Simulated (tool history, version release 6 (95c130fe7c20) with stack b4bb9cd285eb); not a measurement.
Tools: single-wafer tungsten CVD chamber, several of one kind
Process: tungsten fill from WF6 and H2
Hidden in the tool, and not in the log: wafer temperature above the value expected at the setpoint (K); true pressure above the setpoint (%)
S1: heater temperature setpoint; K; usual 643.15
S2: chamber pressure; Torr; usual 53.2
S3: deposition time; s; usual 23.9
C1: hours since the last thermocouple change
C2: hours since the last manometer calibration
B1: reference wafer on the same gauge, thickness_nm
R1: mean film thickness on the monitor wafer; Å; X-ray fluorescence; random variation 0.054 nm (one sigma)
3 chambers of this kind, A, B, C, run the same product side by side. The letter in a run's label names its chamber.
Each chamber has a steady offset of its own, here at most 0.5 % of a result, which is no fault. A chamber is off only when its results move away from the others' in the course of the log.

Run 1A, hour 4.3: usual settings; C1 1345.0; C2 564.0; B1 50.992. Result: R1 500.04 Å.
Run 2B, hour 10.7: usual settings; C1 90.2; C2 480.0; B1 51.000. Result: R1 501.59 Å.
Run 3C, hour 19.1: usual settings; C1 883.9; C2 316.0; B1 51.026. Result: R1 498.83 Å.
Run 4A, hour 24.9: usual settings; C1 1365.6; C2 584.6; B1 51.012. Result: R1 501.05 Å.
Run 5C, hour 28.8: usual settings; C1 893.6; C2 325.7; B1 51.023. Result: R1 498.77 Å.
Run 6B, hour 36.2: usual settings; C1 115.7; C2 505.5; B1 51.036. Result: R1 500.64 Å.
Run 7A, hour 44.9: usual settings; C1 1385.6; C2 604.6; B1 51.047. Result: R1 500.15 Å.
Run 8B, hour 50.8: usual settings; C1 130.3; C2 520.1; B1 51.046. Result: R1 501.44 Å.
Run 9C, hour 55.0: usual settings but S3 26.4 s; C1 919.8; C2 351.9; B1 51.053. Result: R1 551.48 Å.
Run 10C, hour 60.7: usual settings but S3 26.4 s; C1 925.5; C2 357.6; B1 51.070. Result: R1 551.27 Å.
Run 11B, hour 65.8: usual settings but S3 26.4 s; C1 145.3; C2 535.1; B1 51.077. Result: R1 554.09 Å.
Run 12A, hour 72.9: usual settings; C1 1413.6; C2 632.6; B1 51.078. Result: R1 501.53 Å.
Run 13A, hour 79.3: usual settings; C1 1420.0; C2 639.0; B1 51.082. Result: R1 500.45 Å.
Run 14B, hour 84.6: usual settings; C1 164.1; C2 553.9; B1 51.075. Result: R1 501.76 Å.
Run 15C, hour 90.8: usual settings but S2 62.1 Torr; C1 955.6; C2 387.7; B1 51.099. Result: R1 536.02 Å.
Run 16C, hour 97.3: usual settings but S2 62.1 Torr; C1 962.1; C2 394.2; B1 51.085. Result: R1 536.21 Å.
Run 17B, hour 105.3: usual settings but S2 62.1 Torr; C1 184.8; C2 574.6; B1 51.105. Result: R1 538.36 Å.
Run 18A, hour 112.3: usual settings; C1 1453.0; C2 672.0; B1 51.108. Result: R1 501.72 Å.
Run 19C, hour 120.3: usual settings; C1 985.1; C2 417.2; B1 51.124. Result: R1 499.85 Å.
Run 20A, hour 125.5: usual settings; C1 1466.2; C2 685.2; B1 51.135. Result: R1 501.50 Å.
Run 21B, hour 131.3: usual settings; C1 210.8; C2 600.6; B1 51.131. Result: R1 501.31 Å.
Run 22A, hour 136.8: usual settings; C1 1477.5; C2 696.5; B1 51.133. Result: R1 501.70 Å.
Run 23B, hour 144.6: usual settings; C1 224.1; C2 613.9; B1 51.144. Result: R1 502.39 Å.
Run 24C, hour 152.3: usual settings; C1 1017.1; C2 449.2; B1 51.146. Result: R1 499.96 Å.
Run 25C, hour 156.9: usual settings; C1 1021.7; C2 453.8; B1 51.164. Result: R1 500.32 Å.
Run 26B, hour 161.9: usual settings; C1 241.4; C2 631.2; B1 51.170. Result: R1 502.46 Å.
Run 27A, hour 166.0: usual settings; C1 1506.7; C2 725.7; B1 51.173. Result: R1 501.50 Å.
Run 28A, hour 174.1: usual settings; C1 1514.8; C2 733.8; B1 51.173. Result: R1 502.97 Å.
Run 29C, hour 180.0: usual settings; C1 1044.8; C2 476.9; B1 51.185. Result: R1 499.93 Å.
Run 30B, hour 184.7: usual settings; C1 264.2; C2 654.0; B1 51.186. Result: R1 502.27 Å.
Run 31C, hour 192.8: usual settings; C1 1057.6; C2 489.7; B1 51.174. Result: R1 500.87 Å.
Run 32B, hour 200.4: usual settings; C1 279.9; C2 669.7; B1 51.211. Result: R1 502.39 Å.
Run 33A, hour 205.2: usual settings; C1 1545.9; C2 764.9; B1 51.201. Result: R1 501.21 Å.
Run 34C, hour 213.2: usual settings; C1 1078.0; C2 510.1; B1 51.218. Result: R1 501.06 Å.
Run 35A, hour 221.3: usual settings; C1 1562.0; C2 781.0; B1 51.206. Result: R1 501.68 Å.

What goes on in this fleet: one chamber off, a drifting gauge, or nothing beyond the chambers' own small offsets? Name the chamber and the cause, if any.

The gauge drifts, so all chambers seem to drift together. No chamber is off.
Cause: gauge reads high (%) = 0.446.
